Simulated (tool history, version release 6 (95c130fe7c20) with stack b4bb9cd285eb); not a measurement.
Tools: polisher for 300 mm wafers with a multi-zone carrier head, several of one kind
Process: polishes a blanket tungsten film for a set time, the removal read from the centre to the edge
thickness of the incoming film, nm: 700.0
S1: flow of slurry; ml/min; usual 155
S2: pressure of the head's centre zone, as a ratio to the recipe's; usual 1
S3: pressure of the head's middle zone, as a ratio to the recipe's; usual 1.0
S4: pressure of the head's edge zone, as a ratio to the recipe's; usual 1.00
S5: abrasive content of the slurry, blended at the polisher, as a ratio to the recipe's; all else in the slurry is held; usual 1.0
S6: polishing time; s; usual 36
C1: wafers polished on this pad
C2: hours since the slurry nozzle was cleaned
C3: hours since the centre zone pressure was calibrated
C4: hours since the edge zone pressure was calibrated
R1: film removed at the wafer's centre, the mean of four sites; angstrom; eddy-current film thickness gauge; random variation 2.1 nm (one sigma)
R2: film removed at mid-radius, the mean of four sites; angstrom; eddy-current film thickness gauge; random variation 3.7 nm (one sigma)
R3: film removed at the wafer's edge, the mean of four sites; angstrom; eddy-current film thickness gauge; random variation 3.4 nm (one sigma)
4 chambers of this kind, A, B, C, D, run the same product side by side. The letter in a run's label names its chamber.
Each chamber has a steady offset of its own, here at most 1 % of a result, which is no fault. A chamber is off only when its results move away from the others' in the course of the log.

run 1B day=0.242 | S1=155 S2=1 S3=1.0 S4=1.00 S5=1.0 S6=36 | C1=828 C2=66.1 C3=273.5 C4=587.1 | R1=2593.2 R2=2579.8 R3=2554.5
run 2C day=0.525 | S1=155 S2=1 S3=1.0 S4=1.00 S5=1.0 S6=36 | C1=338 C2=709.2 C3=352.9 C4=49.4 | R1=2629.5 R2=2569.8 R3=2548.9
run 3D day=0.804 | S1=155 S2=1 S3=1.0 S4=1.00 S5=1.0 S6=36 | C1=838 C2=190.7 C3=243.3 C4=35.3 | R1=2559.4 R2=2647.0 R3=2588.3
run 4A day=1.012 | S1=155 S2=1 S3=1.0 S4=1.00 S5=1.0 S6=36 | C1=404 C2=243.7 C3=775.7 C4=990.9 | R1=2563.1 R2=2531.7 R3=2570.7
run 5A day=1.383 | S1=155 S2=1 S3=1.0 S4=1.00 S5=1.0 S6=36 | C1=528 C2=252.6 C3=784.6 C4=999.8 | R1=2577.4 R2=2561.3 R3=2594.1
run 6D day=1.633 | S1=155 S2=1 S3=1.0 S4=0.91 S5=1.0 S6=36 | C1=1115 C2=210.6 C3=263.2 C4=55.2 | R1=2575.2 R2=2565.1 R3=2386.6
-- day=1.662 chamber B: worn pad replaced by a new one
run 7B day=1.962 | S1=155 S2=1 S3=1.0 S4=0.91 S5=1.0 S6=36 | C1=101 C2=107.4 C3=314.8 C4=628.4 | R1=2553.6 R2=2590.6 R3=2469.1
-- day=2.104 chamber D: slurry nozzle cleaned
run 8C day=2.296 | S1=155 S2=1 S3=1.0 S4=0.91 S5=1.0 S6=36 | C1=930 C2=751.7 C3=395.4 C4=91.9 | R1=2623.1 R2=2597.0 R3=2424.9
-- day=2.338 chamber A: worn pad replaced by a new one
-- day=2.458 chamber C: worn pad replaced by a new one
-- day=2.554 chamber D: worn pad replaced by a new one
run 9A day=2.688 | S1=155 S2=1 S3=1.0 S4=0.91 S5=1.0 S6=36 | C1=118 C2=283.9 C3=815.9 C4=1031.1 | R1=2571.6 R2=2608.3 R3=2495.1
run 10D day=2.875 | S1=155 S2=1 S3=1.0 S4=1.00 S5=1.0 S6=36 | C1=107 C2=18.6 C3=293.0 C4=85.0 | R1=2589.6 R2=2581.6 R3=2576.3
run 11B day=3.146 | S1=155 S2=1 S3=1.0 S4=1.00 S5=1.0 S6=36 | C1=496 C2=135.8 C3=343.2 C4=656.8 | R1=2583.9 R2=2655.3 R3=2644.1
run 12C day=3.500 | S1=155 S2=1 S3=1.0 S4=1.00 S5=1.0 S6=36 | C1=349 C2=780.6 C3=424.3 C4=120.8 | R1=2623.0 R2=2603.0 R3=2576.4
run 13D day=3.800 | S1=155 S2=1 S3=1.0 S4=1.00 S5=1.0 S6=36 | C1=417 C2=40.8 C3=315.2 C4=107.2 | R1=2550.3 R2=2645.6 R3=2595.3
-- day=4.042 chamber A: slurry nozzle cleaned
run 14C day=4.075 | S1=155 S2=1 S3=1.0 S4=1.00 S5=1.0 S6=36 | C1=541 C2=794.4 C3=438.1 C4=134.6 | R1=2615.8 R2=2614.3 R3=2545.9
run 15B day=4.275 | S1=155 S2=1 S3=1.0 S4=1.00 S5=1.0 S6=36 | C1=874 C2=162.9 C3=370.3 C4=683.9 | R1=2578.0 R2=2604.4 R3=2585.3
run 16A day=4.671 | S1=155 S2=1 S3=1.0 S4=1.00 S5=1.0 S6=36 | C1=781 C2=15.1 C3=863.5 C4=1078.7 | R1=2567.8 R2=2549.2 R3=2586.6
-- day=4.892 chamber A: worn pad replaced by a new one
run 17C day=4.904 | S1=135 S2=1 S3=1.0 S4=1.06 S5=1.0 S6=36 | C1=819 C2=814.3 C3=458.0 C4=154.5 | R1=2532.7 R2=2564.8 R3=2644.2
-- day=5.146 chamber B: worn pad replaced by a new one
-- day=5.158 chamber C: worn pad replaced by a new one
run 18D day=5.292 | S1=135 S2=1 S3=1.0 S4=1.06 S5=1.0 S6=36 | C1=916 C2=76.6 C3=351.0 C4=143.0 | R1=2491.1 R2=2546.4 R3=2609.4
run 19A day=5.546 | S1=135 S2=1 S3=1.0 S4=1.06 S5=1.0 S6=36 | C1=219 C2=36.1 C3=884.5 C4=1099.7 | R1=2507.4 R2=2523.6 R3=2555.6
run 20B day=5.912 | S1=135 S2=1 S3=1.0 S4=1.06 S5=1.0 S6=36 | C1=257 C2=202.2 C3=409.6 C4=723.2 | R1=2551.2 R2=2504.0 R3=2558.5
run 21D day=6.258 | S1=155 S2=1 S3=1.0 S4=1.00 S5=1.0 S6=36 | C1=1239 C2=99.8 C3=374.2 C4=166.2 | R1=2542.6 R2=2565.3 R3=2633.5
-- day=6.475 chamber D: worn pad replaced by a new one
run 22A day=6.667 | S1=155 S2=1 S3=0.9 S4=1.00 S5=1.0 S6=36 | C1=594 C2=63.0 C3=911.4 C4=1126.6 | R1=2577.7 R2=2370.0 R3=2640.6
run 23C day=7.021 | S1=155 S2=1 S3=0.9 S4=1.00 S5=1.0 S6=36 | C1=623 C2=865.1 C3=508.8 C4=205.3 | R1=2601.7 R2=2353.8 R3=2539.9
-- day=7.354 chamber A: worn pad replaced by a new one
run 24B day=7.371 | S1=155 S2=1 S3=0.9 S4=1.00 S5=1.0 S6=36 | C1=745 C2=237.2 C3=444.6 C4=758.2 | R1=2561.4 R2=2288.6 R3=2621.1
run 25B day=7.671 | S1=155 S2=1 S3=0.9 S4=1.00 S5=1.0 S6=36 | C1=845 C2=244.4 C3=451.8 C4=765.4 | R1=2581.8 R2=2347.7 R3=2611.1
run 26A day=7.933 | S1=155 S2=1 S3=1.0 S4=1.00 S5=1.0 S6=36 | C1=194 C2=93.4 C3=941.8 C4=1157.0 | R1=2616.3 R2=2601.9 R3=2555.6
run 27D day=8.188 | S1=155 S2=1 S3=1.0 S4=1.00 S5=1.0 S6=36 | C1=574 C2=146.1 C3=420.5 C4=212.5 | R1=2606.9 R2=2634.0 R3=2538.5
-- day=8.258 chamber C: worn pad replaced by a new one
run 28C day=8.504 | S1=155 S2=1 S3=1.0 S4=1.00 S5=1.3 S6=36 | C1=82 C2=900.7 C3=544.4 C4=240.9 | R1=2794.2 R2=2731.0 R3=2783.6
-- day=8.600 chamber B: worn pad replaced by a new one
run 29C day=8.850 | S1=155 S2=1 S3=1.0 S4=1.00 S5=1.3 S6=36 | C1=198 C2=909.0 C3=552.7 C4=249.2 | R1=2765.4 R2=2758.7 R3=2752.7
run 30B day=9.200 | S1=155 S2=1 S3=1.0 S4=1.00 S5=1.3 S6=36 | C1=201 C2=281.1 C3=488.5 C4=802.1 | R1=2772.2 R2=2747.5 R3=2755.7
run 31D day=9.438 | S1=155 S2=1 S3=1.0 S4=1.00 S5=1.3 S6=36 | C1=992 C2=176.1 C3=450.5 C4=242.5 | R1=2771.3 R2=2740.5 R3=2796.7
-- day=9.542 chamber A: worn pad replaced by a new one
run 32A day=9.729 | S1=155 S2=1 S3=1.0 S4=1.00 S5=1.0 S6=36 | C1=63 C2=136.5 C3=984.9 C4=1200.1 | R1=2562.7 R2=2581.4 R3=2578.6
run 33A day=10.133 | S1=155 S2=1 S3=1.0 S4=1.00 S5=1.2 S6=36 | C1=198 C2=146.2 C3=994.6 C4=1209.8 | R1=2676.5 R2=2670.5 R3=2714.5
-- day=10.346 chamber D: worn pad replaced by a new one
-- day=10.450 chamber C: slurry nozzle cleaned
run 34D day=10.517 | S1=155 S2=1 S3=1.0 S4=1.00 S5=1.2 S6=36 | C1=58 C2=202.0 C3=476.4 C4=268.4 | R1=2683.7 R2=2738.1 R3=2693.5
run 35C day=10.700 | S1=155 S2=1 S3=1.0 S4=1.00 S5=1.2 S6=36 | C1=817 C2=6.1 C3=597.1 C4=293.6 | R1=2653.6 R2=2707.8 R3=2715.6
-- day=11.071 chamber C: worn pad replaced by a new one
run 36B day=11.071 | S1=155 S2=1 S3=1.0 S4=1.00 S5=1.2 S6=36 | C1=827 C2=326.0 C3=533.4 C4=847.0 | R1=2689.9 R2=2698.0 R3=2679.1
-- day=11.146 chamber C: centre zone pressure recalibrated
run 37C day=11.475 | S1=155 S2=1 S3=1.0 S4=1.00 S5=1.0 S6=36 | C1=135 C2=24.7 C3=7.9 C4=312.2 | R1=2575.2 R2=2592.3 R3=2547.5

Next, every chamber runs the same settings. What will each give?
run 38A day=11.771 | S1=155 S2=1 S3=1.0 S4=1.00 S5=1.0 S6=36 | R1=? R2=? R3=?
run 38B day=11.771 | S1=155 S2=1 S3=1.0 S4=1.00 S5=1.0 S6=36 | R1=? R2=? R3=?
run 38C day=11.771 | S1=155 S2=1 S3=1.0 S4=1.00 S5=1.0 S6=36 | R1=? R2=? R3=?
run 38D day=11.771 | S1=155 S2=1 S3=1.0 S4=1.00 S5=1.0 S6=36 | R1=? R2=? R3=?

run=38A R1=2541.5 R2=2587.4 R3=2574.0
run=38B R1=2600.6 R2=2541.0 R3=2555.7
run=38C R1=2605.7 R2=2598.1 R3=2581.2
run=38D R1=2575.0 R2=2612.3 R3=2595.4
